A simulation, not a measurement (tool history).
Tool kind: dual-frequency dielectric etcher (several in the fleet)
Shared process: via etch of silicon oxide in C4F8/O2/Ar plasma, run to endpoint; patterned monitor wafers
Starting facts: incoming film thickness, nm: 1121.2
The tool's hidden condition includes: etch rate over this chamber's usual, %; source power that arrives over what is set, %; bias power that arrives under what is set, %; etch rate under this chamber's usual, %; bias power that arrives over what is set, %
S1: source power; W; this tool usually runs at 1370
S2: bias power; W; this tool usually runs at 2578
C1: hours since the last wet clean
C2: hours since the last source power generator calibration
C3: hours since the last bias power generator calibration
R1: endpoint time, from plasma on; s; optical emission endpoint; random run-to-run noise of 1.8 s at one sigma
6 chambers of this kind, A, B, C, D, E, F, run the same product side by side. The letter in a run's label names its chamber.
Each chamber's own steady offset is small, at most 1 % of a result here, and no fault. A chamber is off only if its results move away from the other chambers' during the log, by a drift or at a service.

{"run": "1A", "hour": 3.3, "S1": 1370, "S2": 2578, "C1": 44.4, "C2": 32.5, "C3": 867.9, "R1": 235.54}
{"run": "2F", "hour": 8.0, "S1": 1370, "S2": 2578, "C1": 450.1, "C2": 2053.8, "C3": 1510.8, "R1": 237.17}
{"run": "3D", "hour": 14.0, "S1": 1370, "S2": 2578, "C1": 269.4, "C2": 1118.3, "C3": 379.7, "R1": 239.31}
{"run": "4C", "hour": 17.4, "S1": 1370, "S2": 2578, "C1": 211.1, "C2": 2263.1, "C3": 1019, "R1": 236.61}
{"run": "5E", "hour": 22.3, "S1": 1370, "S2": 2578, "C1": 351.3, "C2": 1186.6, "C3": 1172.3, "R1": 236.84}
{"run": "6B", "hour": 29.0, "S1": 1370, "S2": 2578, "C1": 263.1, "C2": 246.2, "C3": 980, "R1": 241.36}
{"run": "7A", "hour": 33.9, "S1": 1370, "S2": 2578, "C1": 75, "C2": 63.1, "C3": 898.5, "R1": 237.24}
{"run": "8F", "hour": 39.2, "S1": 1370, "S2": 2578, "C1": 481.3, "C2": 2085, "C3": 1542, "R1": 234.36}
{"run": "9D", "hour": 45.5, "S1": 1370, "S2": 2578, "C1": 300.9, "C2": 1149.8, "C3": 411.2, "R1": 240.9}
{"run": "10C", "hour": 50.5, "S1": 1370, "S2": 2578, "C1": 244.2, "C2": 2296.2, "C3": 1052.1, "R1": 236.98}
{"run": "11E", "hour": 53.9, "S1": 1370, "S2": 2578, "C1": 382.9, "C2": 1218.2, "C3": 1203.9, "R1": 237.44}
{"hour": 58.9, "done": "chamber F: wet clean of the chamber"}
{"run": "12B", "hour": 59.2, "S1": 1370, "S2": 2578, "C1": 293.3, "C2": 276.4, "C3": 1010.2, "R1": 243.84}
{"run": "13E", "hour": 62.3, "S1": 1110, "S2": 2865, "C1": 391.3, "C2": 1226.6, "C3": 1212.3, "R1": 248.48}
{"run": "14C", "hour": 68.8, "S1": 1110, "S2": 2865, "C1": 262.5, "C2": 2314.5, "C3": 1070.4, "R1": 251.94}
{"run": "15D", "hour": 73.4, "S1": 1110, "S2": 2865, "C1": 328.8, "C2": 1177.7, "C3": 439.1, "R1": 246.8}
{"run": "16F", "hour": 76.4, "S1": 1110, "S2": 2865, "C1": 17.5, "C2": 2122.2, "C3": 1579.2, "R1": 248.56}
{"run": "17B", "hour": 83.0, "S1": 1110, "S2": 2865, "C1": 317.1, "C2": 300.2, "C3": 1034, "R1": 251.67}
{"hour": 84.3, "done": "chamber E: wet clean of the chamber"}
{"run": "18A", "hour": 87.4, "S1": 1110, "S2": 2865, "C1": 128.5, "C2": 116.6, "C3": 952, "R1": 244.68}
{"run": "19E", "hour": 92.4, "S1": 1370, "S2": 2578, "C1": 8.1, "C2": 1256.7, "C3": 1242.4, "R1": 238.23}
{"run": "20A", "hour": 97.4, "S1": 1370, "S2": 2578, "C1": 138.5, "C2": 126.6, "C3": 962, "R1": 233.22}
{"run": "21D", "hour": 102.9, "S1": 1370, "S2": 2578, "C1": 358.3, "C2": 1207.2, "C3": 468.6, "R1": 237.37}
{"run": "22C", "hour": 109.1, "S1": 1370, "S2": 2788, "C1": 302.8, "C2": 2354.8, "C3": 1110.7, "R1": 229.02}
{"run": "23B", "hour": 112.5, "S1": 1370, "S2": 2788, "C1": 346.6, "C2": 329.7, "C3": 1063.5, "R1": 239.41}
{"run": "24F", "hour": 119.0, "S1": 1370, "S2": 2788, "C1": 60.1, "C2": 2164.8, "C3": 1621.8, "R1": 229.87}
{"run": "25B", "hour": 125.1, "S1": 1370, "S2": 2788, "C1": 359.2, "C2": 342.3, "C3": 1076.1, "R1": 236.57}
{"run": "26E", "hour": 130.3, "S1": 1370, "S2": 2788, "C1": 46, "C2": 1294.6, "C3": 1280.3, "R1": 228.54}
{"run": "27C", "hour": 134.8, "S1": 1370, "S2": 2788, "C1": 328.5, "C2": 2380.5, "C3": 1136.4, "R1": 232.65}
{"run": "28D", "hour": 139.3, "S1": 1370, "S2": 2578, "C1": 394.7, "C2": 1243.6, "C3": 505, "R1": 237.87}
{"run": "29A", "hour": 145.9, "S1": 1370, "S2": 2578, "C1": 187, "C2": 175.1, "C3": 1010.5, "R1": 232.67}
{"hour": 146.3, "done": "chamber D: wet clean of the chamber"}
{"run": "30F", "hour": 149.2, "S1": 1370, "S2": 2578, "C1": 90.3, "C2": 2195, "C3": 1652, "R1": 236.57}
{"run": "31C", "hour": 152.8, "S1": 1370, "S2": 2578, "C1": 346.5, "C2": 2398.5, "C3": 1154.4, "R1": 235.51}
{"run": "32A", "hour": 155.8, "S1": 1370, "S2": 2578, "C1": 196.9, "C2": 185, "C3": 1020.4, "R1": 237.3}
{"run": "33D", "hour": 161.6, "S1": 1370, "S2": 2578, "C1": 15.3, "C2": 1265.9, "C3": 527.3, "R1": 239.99}
{"run": "34B", "hour": 164.5, "S1": 1370, "S2": 2578, "C1": 398.6, "C2": 381.7, "C3": 1115.5, "R1": 249.32}
{"run": "35E", "hour": 170.0, "S1": 1370, "S2": 2578, "C1": 85.7, "C2": 1334.3, "C3": 1320, "R1": 238.44}
{"run": "36F", "hour": 174.7, "S1": 1680, "S2": 3198, "C1": 115.8, "C2": 2220.5, "C3": 1677.5, "R1": 201.51}
{"run": "37C", "hour": 180.9, "S1": 1680, "S2": 3198, "C1": 374.6, "C2": 2426.6, "C3": 1182.5, "R1": 203.77}
{"run": "38D", "hour": 184.9, "S1": 1680, "S2": 3198, "C1": 38.6, "C2": 1289.2, "C3": 550.6, "R1": 203.85}
{"run": "39F", "hour": 189.2, "S1": 1680, "S2": 3198, "C1": 130.3, "C2": 2235, "C3": 1692, "R1": 205.67}
{"run": "40E", "hour": 195.6, "S1": 1680, "S2": 3198, "C1": 111.3, "C2": 1359.9, "C3": 1345.6, "R1": 204.21}

Is one chamber out of step, is the gauge drifting, or do the chambers differ by no more than their own small offsets? For an off chamber, give its letter and the likeliest cause.

Little by little, chamber B moves away from the other chambers.
Likeliest cause: etch rate under this chamber's usual, % = 5.44.

Chamber B could run next with any of the 4 candidate recipes listed below; each alters the usual settings, and their results appear as question marks. Which one brings its results back in line with what the other chambers deliver on the usual settings?
Maximum distance from the other chambers' mean on the usual settings for a result to count as in line: R1 6.3 s
{"run": "41B-1", "hour": 200.4, "S1": 1110, "S2": 2179, "R1": "?"}
{"run": "41B-2", "hour": 200.4, "S1": 1610, "S2": 2578, "R1": "?"}
{"run": "41B-3", "hour": 200.4, "S1": 1690, "S2": 3068, "R1": "?"}
{"run": "41B-4", "hour": 200.4, "S1": 1220, "S2": 2357, "R1": "?"}

On the usual settings, the other chambers give on average: R1 236.94 s
run=41B-1 R1=290.21
run=41B-2 R1=238.3
run=41B-3 R1=221.5
run=41B-4 R1=273.03
It is 41B-2 that realigns the chamber with its peers.

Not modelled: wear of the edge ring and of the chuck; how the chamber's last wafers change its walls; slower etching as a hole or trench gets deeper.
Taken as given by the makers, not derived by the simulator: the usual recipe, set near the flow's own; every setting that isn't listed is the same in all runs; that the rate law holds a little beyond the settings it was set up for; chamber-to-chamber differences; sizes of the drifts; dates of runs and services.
